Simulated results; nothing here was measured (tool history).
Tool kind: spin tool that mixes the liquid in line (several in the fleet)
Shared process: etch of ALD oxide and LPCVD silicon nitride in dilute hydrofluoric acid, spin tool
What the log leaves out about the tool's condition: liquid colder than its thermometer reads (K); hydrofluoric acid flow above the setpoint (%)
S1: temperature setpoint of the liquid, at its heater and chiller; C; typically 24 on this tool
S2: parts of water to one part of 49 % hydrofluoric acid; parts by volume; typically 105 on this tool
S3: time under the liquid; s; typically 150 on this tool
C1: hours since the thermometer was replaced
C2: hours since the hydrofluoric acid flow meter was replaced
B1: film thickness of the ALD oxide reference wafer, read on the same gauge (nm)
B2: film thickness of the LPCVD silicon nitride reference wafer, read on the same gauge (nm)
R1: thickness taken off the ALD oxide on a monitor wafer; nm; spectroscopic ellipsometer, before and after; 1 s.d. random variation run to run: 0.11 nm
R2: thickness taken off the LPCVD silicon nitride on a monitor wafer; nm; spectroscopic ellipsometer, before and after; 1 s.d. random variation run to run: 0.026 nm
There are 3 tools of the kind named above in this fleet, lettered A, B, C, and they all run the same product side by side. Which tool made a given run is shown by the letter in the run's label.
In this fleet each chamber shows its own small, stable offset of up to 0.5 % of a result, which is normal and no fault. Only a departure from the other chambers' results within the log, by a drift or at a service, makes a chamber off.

run,day,S1,S2,S3,C1,C2,B1,B2,R1,R2
1A,0.312,24,105,150,156.4,503.6,39.987,90.002,28.323,0.76191
2C,0.6,24,105,150,895.7,209.8,39.993,90.016,28.302,0.71501
3B,0.938,24,105,150,338.8,526,40.024,90.023,28.282,0.80659
4B,1.338,24,105,150,348.4,535.6,40.021,89.993,28.426,0.76661
5A,1.646,24,105,150,188.4,535.6,40.026,90.003,28.37,0.75253
6C,1.971,24,105,150,928.6,242.7,40.012,89.978,28.289,0.73325
7A,2.196,24,105,150,201.6,548.8,40.015,90.019,28.396,0.75041
8B,2.454,24,105,150,375.2,562.4,40.019,90.006,28.281,0.72892
9C,2.804,24,105,150,948.6,262.7,39.989,89.969,28.248,0.7455
10A,3.008,24,105,150,221.1,568.3,39.989,89.997,28.303,0.73923
11B,3.433,24,105,150,398.7,585.9,39.995,90.031,28.577,0.76214
12C,3.825,24,105,150,973.1,287.2,40.022,90.003,28.313,0.79136
13A,4.179,24,105,150,249.2,596.4,39.951,90.001,28.457,0.74221
14C,4.4,24,105,150,986.9,301,39.989,89.998,28.498,0.73185
15B,4.829,24,105,150,432.2,619.4,40.039,90.035,28.519,0.71059
16C,5.162,24,105,150,1005.2,319.3,40.009,89.99,28.315,0.72049
17B,5.467,24,105,150,447.5,634.7,39.976,90.039,28.2,0.73654
18A,5.683,24,105,150,285.3,632.5,40.003,90.015,28.268,0.75565
19A,6.071,24,105,150,294.6,641.8,39.992,90.017,28.473,0.77241
20C,6.504,24,105,150,1037.4,351.5,40.029,90.011,28.244,0.75193
21B,6.917,24,105,150,482.3,669.5,40,89.975,28.347,0.78917
22C,7.317,24,105,150,1056.9,371,40.013,89.984,28.239,0.76352
23A,7.717,24,105,150,334.1,681.3,40,90.018,28.394,0.80866
24B,7.917,24,105,150,506.3,693.5,39.99,89.995,28.517,0.77874
25B,8.154,24,105,150,512,699.2,39.996,89.996,28.14,0.70939
26C,8.362,27.5,105,100,1082,396.1,39.974,89.967,21.583,0.64327
# day 8.558: chamber C: thermometer replaced
27A,8.558,27.5,105,100,354.3,701.5,39.979,90.018,21.563,0.6115
28B,8.879,27.5,105,100,529.4,716.6,39.98,90.02,21.638,0.62956
29C,9.15,24,105,195,14.3,415,40.002,90.016,36.799,0.98903

The same settings go to every chamber for the next run, one line per chamber below. Forecast the results for each:
30A,9.458,24,105,150,,,,,?,?
30B,9.458,24,105,150,,,,,?,?
30C,9.458,24,105,150,,,,,?,?

run,R1,R2
30A,28.478,0.75947
30B,28.374,0.81512
30C,28.458,0.77686
